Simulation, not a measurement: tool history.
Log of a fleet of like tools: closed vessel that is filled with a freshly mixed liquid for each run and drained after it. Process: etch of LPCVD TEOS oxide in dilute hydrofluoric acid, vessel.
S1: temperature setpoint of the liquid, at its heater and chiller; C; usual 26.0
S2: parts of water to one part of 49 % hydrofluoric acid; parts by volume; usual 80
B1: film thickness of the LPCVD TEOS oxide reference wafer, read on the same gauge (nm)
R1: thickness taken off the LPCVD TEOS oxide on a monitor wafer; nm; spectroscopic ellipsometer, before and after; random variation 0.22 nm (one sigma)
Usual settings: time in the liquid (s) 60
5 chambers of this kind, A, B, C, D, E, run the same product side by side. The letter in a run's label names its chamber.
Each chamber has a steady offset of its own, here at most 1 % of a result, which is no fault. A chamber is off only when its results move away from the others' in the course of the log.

Run 1C, hour 9.1: usual settings; B1 149.99. Result: R1 31.394 nm.
Run 2D, hour 18.1: usual settings; B1 150.00. Result: R1 30.792 nm.
Run 3A, hour 24.9: usual settings; B1 150.00. Result: R1 30.694 nm.
Run 4E, hour 38.8: usual settings; B1 149.97. Result: R1 31.290 nm.
Run 5B, hour 50.3: usual settings; B1 150.00. Result: R1 31.078 nm.
Run 6C, hour 58.7: usual settings; B1 150.01. Result: R1 31.176 nm.
Run 7D, hour 65.6: usual settings; B1 150.00. Result: R1 30.882 nm.
Run 8B, hour 73.9: usual settings; B1 150.04. Result: R1 31.087 nm.
At hour 75.4: chamber D: thermometer replaced.
Run 9A, hour 88.7: usual settings; B1 150.03. Result: R1 30.657 nm.
Run 10E, hour 100.0: usual settings; B1 150.00. Result: R1 31.403 nm.
Run 11D, hour 111.0: usual settings; B1 149.99. Result: R1 31.120 nm.
Run 12B, hour 119.0: usual settings; B1 150.00. Result: R1 31.205 nm.
Run 13C, hour 133.3: usual settings; B1 149.98. Result: R1 31.513 nm.
Run 14A, hour 144.1: usual settings; B1 150.02. Result: R1 30.974 nm.
Run 15E, hour 156.1: usual settings; B1 150.01. Result: R1 31.826 nm.
Run 16B, hour 169.0: usual settings; B1 150.00. Result: R1 30.925 nm.
Run 17A, hour 178.9: usual settings; B1 150.03. Result: R1 30.783 nm.
Run 18D, hour 186.1: usual settings; B1 149.99. Result: R1 30.891 nm.
At hour 186.9: chamber E: hydrofluoric acid flow meter replaced.
Run 19C, hour 200.8: usual settings; B1 150.01. Result: R1 31.218 nm.
Run 20E, hour 215.2: usual settings; B1 150.02. Result: R1 31.484 nm.
Run 21C, hour 223.6: usual settings; B1 150.02. Result: R1 31.239 nm.
Run 22D, hour 235.5: usual settings; B1 149.99. Result: R1 30.834 nm.
Run 23A, hour 247.0: usual settings but S2 100 parts by volume, time in the liquid (s) 90; B1 150.01. Result: R1 36.169 nm.
Run 24E, hour 254.6: usual settings but S2 100 parts by volume, time in the liquid (s) 90; B1 149.98. Result: R1 36.844 nm.
Run 25B, hour 268.4: usual settings but S2 100 parts by volume, time in the liquid (s) 90; B1 149.98. Result: R1 36.582 nm.
Run 26C, hour 281.0: usual settings but S2 100 parts by volume, time in the liquid (s) 90; B1 150.02. Result: R1 36.742 nm.
Run 27B, hour 288.9: usual settings but S2 100 parts by volume, time in the liquid (s) 90; B1 150.01. Result: R1 36.224 nm.
Run 28E, hour 298.1: usual settings; B1 150.02. Result: R1 31.326 nm.
Run 29D, hour 305.0: usual settings but S1 21.5 C; B1 150.00. Result: R1 25.923 nm.
Run 30A, hour 315.3: usual settings but S1 21.5 C; B1 150.01. Result: R1 25.839 nm.
Run 31B, hour 327.5: usual settings but S1 21.5 C; B1 150.00. Result: R1 25.763 nm.
Run 32D, hour 338.4: usual settings but S1 21.5 C; B1 150.00. Result: R1 25.984 nm.
Run 33C, hour 352.5: usual settings but S1 21.5 C; B1 149.97. Result: R1 25.803 nm.
Run 34A, hour 359.6: usual settings; B1 150.00. Result: R1 31.138 nm.
Run 35E, hour 370.9: usual settings but S1 22.5 C, time in the liquid (s) 45; B1 149.99. Result: R1 20.492 nm.
Run 36E, hour 380.5: usual settings but S1 22.5 C, time in the liquid (s) 45; B1 150.00. Result: R1 20.474 nm.
Run 37C, hour 388.4: usual settings but S1 22.5 C, time in the liquid (s) 45; B1 150.00. Result: R1 20.255 nm.
At hour 395.9: chamber D: hydrofluoric acid flow meter replaced.
Run 38D, hour 396.8: usual settings but S1 22.5 C, time in the liquid (s) 45; B1 150.01. Result: R1 20.201 nm.

Is one chamber off against the others, does the gauge drift, or is nothing wrong? If a chamber is off, say which, and what the likeliest cause is.

No chamber stands off beyond its own small offset, and the gauge holds steady.
